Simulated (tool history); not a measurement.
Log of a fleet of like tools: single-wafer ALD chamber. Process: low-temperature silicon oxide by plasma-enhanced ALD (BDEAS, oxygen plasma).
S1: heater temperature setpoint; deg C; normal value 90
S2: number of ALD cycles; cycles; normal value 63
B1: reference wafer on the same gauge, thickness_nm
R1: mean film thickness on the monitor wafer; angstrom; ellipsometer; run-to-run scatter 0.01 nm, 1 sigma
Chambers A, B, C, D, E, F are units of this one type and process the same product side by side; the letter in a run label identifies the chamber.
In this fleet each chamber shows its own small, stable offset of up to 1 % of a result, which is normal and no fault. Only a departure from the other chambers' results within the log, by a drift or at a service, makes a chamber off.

run 1E day=0.225 | S1=90 S2=63 | B1=9.2514 | R1=93.013
run 2B day=0.367 | S1=90 S2=63 | B1=9.2467 | R1=93.305
run 3D day=0.654 | S1=90 S2=63 | B1=9.2479 | R1=93.495
run 4F day=0.925 | S1=90 S2=63 | B1=9.2441 | R1=94.018
run 5C day=1.242 | S1=90 S2=63 | B1=9.2448 | R1=93.405
run 6A day=1.521 | S1=90 S2=63 | B1=9.2449 | R1=93.102
run 7A day=1.812 | S1=90 S2=63 | B1=9.2397 | R1=92.937
run 8F day=1.958 | S1=90 S2=63 | B1=9.2441 | R1=93.948
run 9C day=2.262 | S1=75 S2=63 | B1=9.2418 | R1=98.360
run 10E day=2.433 | S1=75 S2=63 | B1=9.2398 | R1=97.642
run 11B day=2.596 | S1=75 S2=63 | B1=9.2382 | R1=98.037
run 12D day=2.733 | S1=75 S2=63 | B1=9.2411 | R1=98.280
run 13A day=2.925 | S1=75 S2=63 | B1=9.2358 | R1=97.947
run 14F day=3.158 | S1=75 S2=63 | B1=9.2386 | R1=98.903
run 15B day=3.333 | S1=90 S2=63 | B1=9.2369 | R1=92.845
run 16D day=3.521 | S1=90 S2=63 | B1=9.2385 | R1=93.349
run 17E day=3.712 | S1=102 S2=63 | B1=9.2348 | R1=89.360
run 18C day=3.900 | S1=102 S2=63 | B1=9.2338 | R1=89.692
run 19B day=4.162 | S1=102 S2=63 | B1=9.2298 | R1=89.489
run 20D day=4.392 | S1=102 S2=63 | B1=9.2320 | R1=89.869
run 21A day=4.550 | S1=102 S2=63 | B1=9.2303 | R1=89.386
run 22F day=4.829 | S1=102 S2=63 | B1=9.2276 | R1=90.076
run 23C day=5.138 | S1=90 S2=63 | B1=9.2287 | R1=93.141
run 24E day=5.375 | S1=90 S2=63 | B1=9.2280 | R1=92.846
run 25C day=5.592 | S1=90 S2=63 | B1=9.2260 | R1=93.221
run 26E day=5.867 | S1=90 S2=63 | B1=9.2245 | R1=92.775
run 27B day=6.017 | S1=90 S2=63 | B1=9.2244 | R1=92.833
run 28A day=6.158 | S1=79 S2=54 | B1=9.2239 | R1=82.680
run 29F day=6.342 | S1=79 S2=54 | B1=9.2192 | R1=83.557
run 30D day=6.525 | S1=79 S2=54 | B1=9.2241 | R1=82.927
run 31D day=6.825 | S1=79 S2=54 | B1=9.2181 | R1=82.967
run 32C day=7.012 | S1=79 S2=54 | B1=9.2206 | R1=83.104
run 33A day=7.283 | S1=79 S2=54 | B1=9.2222 | R1=82.564
run 34E day=7.604 | S1=90 S2=63 | B1=9.2182 | R1=92.791
run 35F day=7.867 | S1=90 S2=63 | B1=9.2164 | R1=93.753
run 36B day=8.017 | S1=90 S2=63 | B1=9.2158 | R1=92.769
run 37B day=8.246 | S1=90 S2=63 | B1=9.2135 | R1=92.881
run 38E day=8.388 | S1=90 S2=63 | B1=9.2166 | R1=92.856
run 39F day=8.696 | S1=90 S2=63 | B1=9.2132 | R1=93.776
run 40C day=8.950 | S1=90 S2=63 | B1=9.2115 | R1=93.088
run 41A day=9.125 | S1=90 S2=63 | B1=9.2126 | R1=92.589
run 42D day=9.317 | S1=90 S2=63 | B1=9.2097 | R1=93.163
run 43B day=9.467 | S1=90 S2=63 | B1=9.2082 | R1=92.743
run 44D day=9.662 | S1=90 S2=63 | B1=9.2107 | R1=92.884

All chambers now run identical settings, listed one chamber a line with results as question marks. What results will each chamber show?
run 45A day=9.892 | S1=90 S2=63 | R1=?
run 45B day=9.892 | S1=90 S2=63 | R1=?
run 45C day=9.892 | S1=90 S2=63 | R1=?
run 45D day=9.892 | S1=90 S2=63 | R1=?
run 45E day=9.892 | S1=90 S2=63 | R1=?
run 45F day=9.892 | S1=90 S2=63 | R1=?

run=45A R1=92.699
run=45B R1=92.836
run=45C R1=93.118
run=45D R1=93.034
run=45E R1=92.774
run=45F R1=93.654
